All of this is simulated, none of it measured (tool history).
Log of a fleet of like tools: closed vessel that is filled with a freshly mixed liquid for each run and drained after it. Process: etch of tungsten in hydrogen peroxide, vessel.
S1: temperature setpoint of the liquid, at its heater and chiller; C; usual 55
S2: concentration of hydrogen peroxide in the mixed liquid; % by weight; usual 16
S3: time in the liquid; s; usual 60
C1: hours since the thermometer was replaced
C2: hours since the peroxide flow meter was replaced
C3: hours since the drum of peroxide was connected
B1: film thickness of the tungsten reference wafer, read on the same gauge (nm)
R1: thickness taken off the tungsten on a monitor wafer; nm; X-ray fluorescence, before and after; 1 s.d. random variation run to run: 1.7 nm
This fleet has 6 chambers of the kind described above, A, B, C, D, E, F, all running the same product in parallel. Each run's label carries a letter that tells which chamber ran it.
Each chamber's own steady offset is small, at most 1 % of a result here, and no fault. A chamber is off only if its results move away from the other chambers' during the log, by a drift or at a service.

{"run": "1A", "hour": 10.3, "S1": 55, "S2": 16, "S3": 60, "C1": 255.8, "C2": 235.1, "C3": 583.4, "B1": 130.0, "R1": 177.95}
{"run": "2E", "hour": 19.5, "S1": 55, "S2": 16, "S3": 60, "C1": 936.1, "C2": 573.1, "C3": 254.3, "B1": 130.02, "R1": 182.61}
{"run": "3B", "hour": 31.8, "S1": 55, "S2": 16, "S3": 60, "C1": 637.4, "C2": 1139.0, "C3": 332.3, "B1": 130.01, "R1": 176.75}
{"run": "4C", "hour": 42.4, "S1": 55, "S2": 16, "S3": 60, "C1": 485.2, "C2": 553.5, "C3": 211.9, "B1": 129.95, "R1": 177.45}
{"hour": 44.2, "done": "chamber D: thermometer replaced"}
{"run": "5D", "hour": 48.3, "S1": 55, "S2": 16, "S3": 60, "C1": 4.2, "C2": 191.2, "C3": 370.2, "B1": 130.0, "R1": 175.26}
{"hour": 48.4, "done": "chamber A: new drum of peroxide connected"}
{"run": "6F", "hour": 57.4, "S1": 55, "S2": 16, "S3": 60, "C1": 677.2, "C2": 1044.7, "C3": 433.3, "B1": 129.97, "R1": 176.72}
{"run": "7E", "hour": 65.9, "S1": 55, "S2": 16, "S3": 60, "C1": 982.5, "C2": 619.5, "C3": 300.7, "B1": 130.0, "R1": 179.15}
{"run": "8C", "hour": 75.4, "S1": 55, "S2": 16, "S3": 60, "C1": 518.2, "C2": 586.5, "C3": 244.9, "B1": 130.02, "R1": 177.47}
{"hour": 83.3, "done": "chamber B: thermometer replaced"}
{"run": "9B", "hour": 87.5, "S1": 55, "S2": 16, "S3": 60, "C1": 4.2, "C2": 1194.7, "C3": 388.0, "B1": 129.94, "R1": 181.69}
{"run": "10D", "hour": 93.9, "S1": 55, "S2": 16, "S3": 60, "C1": 49.8, "C2": 236.8, "C3": 415.8, "B1": 130.01, "R1": 177.9}
{"run": "11A", "hour": 100.5, "S1": 55, "S2": 16, "S3": 60, "C1": 346.0, "C2": 325.3, "C3": 52.2, "B1": 129.95, "R1": 178.89}
{"hour": 105.3, "done": "chamber F: peroxide flow meter replaced"}
{"run": "12F", "hour": 109.5, "S1": 55, "S2": 12, "S3": 60, "C1": 729.3, "C2": 4.2, "C3": 485.4, "B1": 130.01, "R1": 154.97}
{"hour": 110.1, "done": "chamber F: new drum of peroxide connected"}
{"run": "13B", "hour": 120.6, "S1": 55, "S2": 12, "S3": 60, "C1": 37.3, "C2": 1227.8, "C3": 421.1, "B1": 129.99, "R1": 154.69}
{"run": "14C", "hour": 126.9, "S1": 55, "S2": 12, "S3": 60, "C1": 569.7, "C2": 638.0, "C3": 296.4, "B1": 130.01, "R1": 152.25}
{"run": "15F", "hour": 135.2, "S1": 55, "S2": 12, "S3": 60, "C1": 755.0, "C2": 29.9, "C3": 25.1, "B1": 130.0, "R1": 154.57}
{"run": "16A", "hour": 144.5, "S1": 55, "S2": 12, "S3": 60, "C1": 390.0, "C2": 369.3, "C3": 96.2, "B1": 130.01, "R1": 154.92}
{"run": "17D", "hour": 152.7, "S1": 55, "S2": 12, "S3": 60, "C1": 108.6, "C2": 295.6, "C3": 474.6, "B1": 129.99, "R1": 153.53}
{"run": "18E", "hour": 159.4, "S1": 55, "S2": 16, "S3": 60, "C1": 1076.0, "C2": 713.0, "C3": 394.2, "B1": 130.0, "R1": 177.95}
{"run": "19D", "hour": 168.1, "S1": 55, "S2": 16, "S3": 60, "C1": 124.0, "C2": 311.0, "C3": 490.0, "B1": 130.01, "R1": 178.59}
{"run": "20F", "hour": 174.9, "S1": 55, "S2": 16, "S3": 60, "C1": 794.7, "C2": 69.6, "C3": 64.8, "B1": 129.96, "R1": 177.68}
{"run": "21C", "hour": 182.6, "S1": 55, "S2": 16, "S3": 60, "C1": 625.4, "C2": 693.7, "C3": 352.1, "B1": 129.96, "R1": 180.14}
{"run": "22B", "hour": 190.0, "S1": 55, "S2": 16, "S3": 60, "C1": 106.7, "C2": 1297.2, "C3": 490.5, "B1": 130.05, "R1": 177.75}
{"run": "23E", "hour": 201.1, "S1": 55, "S2": 16, "S3": 60, "C1": 1117.7, "C2": 754.7, "C3": 435.9, "B1": 130.01, "R1": 179.61}
{"run": "24A", "hour": 211.6, "S1": 55, "S2": 16, "S3": 45, "C1": 457.1, "C2": 436.4, "C3": 163.3, "B1": 130.03, "R1": 129.32}
{"run": "25B", "hour": 222.2, "S1": 55, "S2": 16, "S3": 45, "C1": 138.9, "C2": 1329.4, "C3": 522.7, "B1": 130.0, "R1": 136.32}
{"hour": 225.7, "done": "chamber E: thermometer replaced"}
{"run": "26E", "hour": 234.2, "S1": 55, "S2": 16, "S3": 45, "C1": 8.5, "C2": 787.8, "C3": 469.0, "B1": 130.01, "R1": 133.17}
{"run": "27D", "hour": 241.5, "S1": 55, "S2": 16, "S3": 45, "C1": 197.4, "C2": 384.4, "C3": 563.4, "B1": 130.0, "R1": 132.16}
{"run": "28F", "hour": 248.3, "S1": 55, "S2": 16, "S3": 45, "C1": 868.1, "C2": 143.0, "C3": 138.2, "B1": 129.98, "R1": 133.91}
{"hour": 249.0, "done": "chamber C: new drum of peroxide connected"}
{"run": "29A", "hour": 256.0, "S1": 55, "S2": 16, "S3": 45, "C1": 501.5, "C2": 480.8, "C3": 207.7, "B1": 129.98, "R1": 127.26}
{"run": "30C", "hour": 267.8, "S1": 55, "S2": 16, "S3": 60, "C1": 710.6, "C2": 778.9, "C3": 18.8, "B1": 130.01, "R1": 177.17}
{"run": "31F", "hour": 280.3, "S1": 55, "S2": 16, "S3": 60, "C1": 900.1, "C2": 175.0, "C3": 170.2, "B1": 129.98, "R1": 180.43}
{"run": "32A", "hour": 291.1, "S1": 55, "S2": 16, "S3": 60, "C1": 536.6, "C2": 515.9, "C3": 242.8, "B1": 129.99, "R1": 172.7}
{"run": "33E", "hour": 302.5, "S1": 55, "S2": 16, "S3": 85, "C1": 76.8, "C2": 856.1, "C3": 537.3, "B1": 130.0, "R1": 259.8}
{"run": "34C", "hour": 311.9, "S1": 55, "S2": 16, "S3": 85, "C1": 754.7, "C2": 823.0, "C3": 62.9, "B1": 130.0, "R1": 250.8}
{"run": "35D", "hour": 323.8, "S1": 55, "S2": 16, "S3": 85, "C1": 279.7, "C2": 466.7, "C3": 645.7, "B1": 129.99, "R1": 251.27}
{"hour": 325.7, "done": "chamber A: peroxide flow meter replaced"}
{"run": "36B", "hour": 331.1, "S1": 55, "S2": 16, "S3": 85, "C1": 247.8, "C2": 1438.3, "C3": 631.6, "B1": 129.99, "R1": 250.26}
{"run": "37C", "hour": 340.4, "S1": 55, "S2": 16, "S3": 85, "C1": 783.2, "C2": 851.5, "C3": 91.4, "B1": 129.96, "R1": 251.53}
{"run": "38B", "hour": 351.0, "S1": 55, "S2": 16, "S3": 85, "C1": 267.7, "C2": 1458.2, "C3": 651.5, "B1": 130.0, "R1": 253.53}
{"run": "39D", "hour": 359.8, "S1": 55, "S2": 16, "S3": 30, "C1": 315.7, "C2": 502.7, "C3": 681.7, "B1": 130.0, "R1": 89.626}
{"run": "40A", "hour": 368.8, "S1": 55, "S2": 16, "S3": 30, "C1": 614.3, "C2": 43.2, "C3": 320.5, "B1": 129.99, "R1": 83.484}
{"run": "41F", "hour": 379.8, "S1": 55, "S2": 16, "S3": 30, "C1": 999.6, "C2": 274.5, "C3": 269.7, "B1": 129.96, "R1": 90.605}
{"run": "42E", "hour": 385.7, "S1": 55, "S2": 16, "S3": 30, "C1": 160.0, "C2": 939.3, "C3": 620.5, "B1": 130.0, "R1": 90.116}
{"run": "43E", "hour": 394.8, "S1": 55, "S2": 16, "S3": 30, "C1": 169.1, "C2": 948.4, "C3": 629.6, "B1": 129.97, "R1": 90.198}

For the next run the whole fleet of 6 chambers uses the same settings. Give each chamber's results:
{"run": "44A", "hour": 403.9, "S1": 55, "S2": 16, "S3": 60, "R1": "?"}
{"run": "44B", "hour": 403.9, "S1": 55, "S2": 16, "S3": 60, "R1": "?"}
{"run": "44C", "hour": 403.9, "S1": 55, "S2": 16, "S3": 60, "R1": "?"}
{"run": "44D", "hour": 403.9, "S1": 55, "S2": 16, "S3": 60, "R1": "?"}
{"run": "44E", "hour": 403.9, "S1": 55, "S2": 16, "S3": 60, "R1": "?"}
{"run": "44F", "hour": 403.9, "S1": 55, "S2": 16, "S3": 60, "R1": "?"}

run=44A R1=165.100
run=44B R1=178.940
run=44C R1=175.040
run=44D R1=180.420
run=44E R1=180.530
run=44F R1=176.230

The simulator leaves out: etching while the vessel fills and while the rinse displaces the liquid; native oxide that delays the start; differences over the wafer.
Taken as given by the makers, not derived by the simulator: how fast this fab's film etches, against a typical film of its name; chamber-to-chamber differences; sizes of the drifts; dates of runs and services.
